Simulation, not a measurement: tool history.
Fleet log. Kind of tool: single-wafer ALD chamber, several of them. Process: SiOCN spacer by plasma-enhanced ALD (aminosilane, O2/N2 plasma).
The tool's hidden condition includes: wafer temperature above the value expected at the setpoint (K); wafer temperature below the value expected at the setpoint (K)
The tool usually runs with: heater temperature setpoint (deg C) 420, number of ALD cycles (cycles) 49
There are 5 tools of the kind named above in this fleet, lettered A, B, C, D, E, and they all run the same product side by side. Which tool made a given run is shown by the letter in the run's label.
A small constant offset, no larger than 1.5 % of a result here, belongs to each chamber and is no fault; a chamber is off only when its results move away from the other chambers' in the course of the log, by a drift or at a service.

run   hour  heater temperature setpoint (deg C)  number of ALD cycles (cycles)  hours since the last thermocouple change  read-back reference wafer on the same gauge, thickness_nm  mean film thickness on the monitor wafer (Å)
 1A    9.5                                  420                             49                                       208                                                     2.8353                                        28.322
 2E   19.9                                  420                             49                                    1353.4                                                     2.8456                                        28.087
 3C   28.7                                  420                             49                                     999.8                                                     2.8385                                        27.814
 4D     38                                  420                             49                                       732                                                     2.8376                                        27.889
 5B   44.7                                  420                             55                                      1729                                                     2.8419                                        31.004
      49.6  -- chamber C: thermocouple changed; heater temperature recalibrated
 6A   51.9                                  420                             55                                     250.4                                                     2.8379                                        31.422
 7C   59.6                                  420                             55                                      10.1                                                     2.8418                                        31.674
 8B   68.4                                  420                             55                                    1752.7                                                     2.8387                                        31.403
 9E   73.2                                  420                             55                                    1406.7                                                     2.8423                                        31.777
10D     83                                  420                             49                                       777                                                     2.8409                                        27.661
11C   91.2                                  420                             49                                      41.7                                                     2.8409                                        27.831
12B   96.3                                  420                             49                                    1780.6                                                     2.8427                                        27.468
13E  104.8                                  420                             49                                    1438.3                                                     2.8354                                        28.356
14A  114.6                                  420                             49                                     313.1                                                     2.8384                                        27.963
15D  119.1                                  420                             49                                     813.1                                                     2.8414                                        27.912
16C  125.6                                  420                             49                                      76.1                                                     2.8406                                        27.995
17E  135.5                                  420                             41                                      1469                                                     2.8402                                        23.643
18A  144.2                                  420                             41                                     342.7                                                     2.8359                                        23.278
19D  154.1                                  420                             41                                     848.1                                                     2.8401                                        23.188
20B  159.2                                  420                             41                                    1843.5                                                     2.8376                                        23.408
21A  164.4                                  420                             41                                     362.9                                                     2.8422                                        23.464
22E  173.5                                  420                             49                                      1507                                                     2.8399                                        28.444
23B  179.1                                  420                             49                                    1863.4                                                     2.8407                                        27.802
24D  188.7                                  420                             49                                     882.7                                                     2.8394                                        27.951
25C  199.1                                  420                             49                                     149.6                                                     2.8405                                        27.697
26A  203.6                                  420                             49                                     402.1                                                     2.8405                                        28.113
27E  210.4                                  420                             49                                    1543.9                                                     2.8408                                        28.393
28D  217.7                                  420                             49                                     911.7                                                     2.8374                                        27.748
29B  222.4                                  420                             49                                    1906.7                                                      2.842                                        27.656
30C    230                                  420                             49                                     180.5                                                     2.8373                                        27.982
31A  237.7                                  420                             49                                     436.2                                                     2.8397                                        27.907
32D  243.2                                  420                             49                                     937.2                                                     2.8416                                        27.472
33E    249                                  420                             45                                    1582.5                                                     2.8436                                        25.765

The same settings go to every chamber for the next run, one line per chamber below. Forecast the results for each:
34A  256.4                                  425                             49                                                                                                                                                  ?
34B  256.4                                  425                             49                                                                                                                                                  ?
34C  256.4                                  425                             49                                                                                                                                                  ?
34D  256.4                                  425                             49                                                                                                                                                  ?
34E  256.4                                  425                             49                                                                                                                                                  ?

run  mean film thickness on the monitor wafer (Å)
34A                                        27.416
34B                                        27.137
34C                                        27.474
34D                                        27.195
34E                                        27.933
